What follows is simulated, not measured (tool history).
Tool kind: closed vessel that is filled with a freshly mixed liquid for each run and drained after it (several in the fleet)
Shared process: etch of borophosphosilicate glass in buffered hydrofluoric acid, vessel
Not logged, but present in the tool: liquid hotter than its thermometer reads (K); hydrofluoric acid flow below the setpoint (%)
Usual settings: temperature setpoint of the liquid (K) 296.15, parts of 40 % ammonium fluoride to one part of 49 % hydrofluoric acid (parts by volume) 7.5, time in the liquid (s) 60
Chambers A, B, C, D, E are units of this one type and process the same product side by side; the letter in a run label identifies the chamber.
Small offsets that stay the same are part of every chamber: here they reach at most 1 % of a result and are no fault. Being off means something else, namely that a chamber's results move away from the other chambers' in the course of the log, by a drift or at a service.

run,hour,temperature setpoint of the liquid (K),parts of 40 % ammonium fluoride to one part of 49 % hydrofluoric acid (parts by volume),time in the liquid (s),hours since the thermometer was replaced,hours since the hydrofluoric acid flow meter was replaced,"read-back film thickness of the borophosphosilicate glass reference wafer, read on the same gauge (nm)",thickness taken off the borophosphosilicate glass on a monitor wafer (angstrom)
1C,5.7,296.15,7.5,60,1544.9,1034.4,120.00,1092.50
2A,11.4,296.15,7.5,60,1930.6,126.1,119.99,1058.20
3E,17.6,296.15,7.5,60,849.4,598.5,120.00,1078.70
4D,25.2,296.15,7.5,60,1644.5,801.5,120.00,1074.90
5B,34.0,296.15,7.5,60,1693.5,1650.3,119.99,1076.40
6B,40.8,296.15,7.5,60,1700.3,1657.1,120.00,1069.40
7E,48.0,296.15,7.5,60,879.8,628.9,120.00,1077.30
8D,56.6,296.15,7.5,60,1675.9,832.9,120.01,1081.10
9A,65.7,296.15,7.5,60,1984.9,180.4,120.01,1065.90
10C,73.5,296.15,7.5,60,1612.7,1102.2,120.00,1097.80
11A,79.6,296.15,7.5,60,1998.8,194.3,119.98,1067.60
12E,89.1,296.15,7.5,60,920.9,670.0,120.01,1082.50
13B,95.6,294.15,9.5,60,1755.1,1711.9,119.96,765.67
14C,103.7,294.15,9.5,60,1642.9,1132.4,120.01,763.31
15D,113.0,294.15,9.5,60,1732.3,889.3,119.99,765.98
16E,119.7,294.15,9.5,60,951.5,700.6,120.00,763.43
17C,128.5,294.15,9.5,60,1667.7,1157.2,119.99,770.71
18A,136.4,296.15,7.5,60,2055.6,251.1,120.01,1075.30
19B,141.9,296.15,7.5,60,1801.4,1758.2,120.01,1071.00
20D,147.7,296.15,7.5,60,1767.0,924.0,120.00,1075.80
21C,152.7,296.15,7.5,60,1691.9,1181.4,120.00,1092.40
22A,160.1,296.15,9.0,80,2079.3,274.8,120.01,1165.40
23D,169.4,296.15,9.0,80,1788.7,945.7,119.99,1189.30
24B,174.3,296.15,9.0,80,1833.8,1790.6,120.01,1175.10
25E,184.0,296.15,9.0,80,1015.8,764.9,120.03,1204.70
26A,191.2,296.15,9.0,80,2110.4,305.9,119.98,1179.60
# hour 197.7: chamber D: hydrofluoric acid flow meter replaced
27E,199.4,296.15,7.5,60,1031.2,780.3,120.01,1096.20
28D,207.9,296.15,7.5,60,1827.2,10.3,119.99,1110.70
29C,216.1,296.15,7.5,60,1755.3,1244.8,120.00,1074.10
30B,223.3,296.15,7.5,60,1882.8,1839.6,120.00,1073.10
31C,230.7,296.15,7.5,60,1769.9,1259.4,120.01,1090.00
32E,238.0,296.15,7.5,60,1069.8,818.9,119.98,1076.90
33B,247.5,296.15,7.5,60,1907.0,1863.8,119.98,1079.30
34D,257.1,296.15,10.0,60,1876.4,59.5,119.99,878.25
35A,264.3,296.15,10.0,60,2183.5,379.0,119.99,814.23
36B,273.6,296.15,10.0,60,1933.1,1889.9,120.01,828.80
37A,282.9,296.15,10.0,60,2202.1,397.6,120.00,818.15
38C,291.2,296.15,10.0,60,1830.4,1319.9,120.01,831.38
39E,297.1,296.15,7.5,60,1128.9,878.0,120.01,1088.70
40D,304.7,296.15,7.5,60,1924.0,107.1,120.00,1137.90
41B,310.7,296.15,7.5,60,1970.2,1927.0,119.99,1077.20

Decide between three cases: one chamber stands off from its peers, the gauge reading all wafers drifts, or nothing is wrong past each chamber's small offset. Where a chamber is off, say which and what most likely put it there.

It is chamber D that slowly wanders off from its peers.
What lies behind it: liquid hotter than its thermometer reads (K) = 1.36.

Below are 4 candidate recipes for chamber D's next run, each the usual settings with a change, their results shown as question marks. Which of them brings D's results back in line with what the other chambers give on the usual settings?
To be in line, a result may differ from the other chambers' mean on the usual settings by at most: thickness taken off the borophosphosilicate glass on a monitor wafer (angstrom) 25.00
42D-1,317.9,293.65,7.5,60,,,,?
42D-2,317.9,298.65,7.5,60,,,,?
42D-3,317.9,296.15,7.5,65,,,,?
42D-4,317.9,296.15,8.0,60,,,,?

The other chambers' mean on the usual settings: thickness taken off the borophosphosilicate glass on a monitor wafer (angstrom) 1077.20
run,thickness taken off the borophosphosilicate glass on a monitor wafer (angstrom)
42D-1,1019.10
42D-2,1327.70
42D-3,1261.70
42D-4,1086.30
It is 42D-4 that realigns the chamber with its peers.
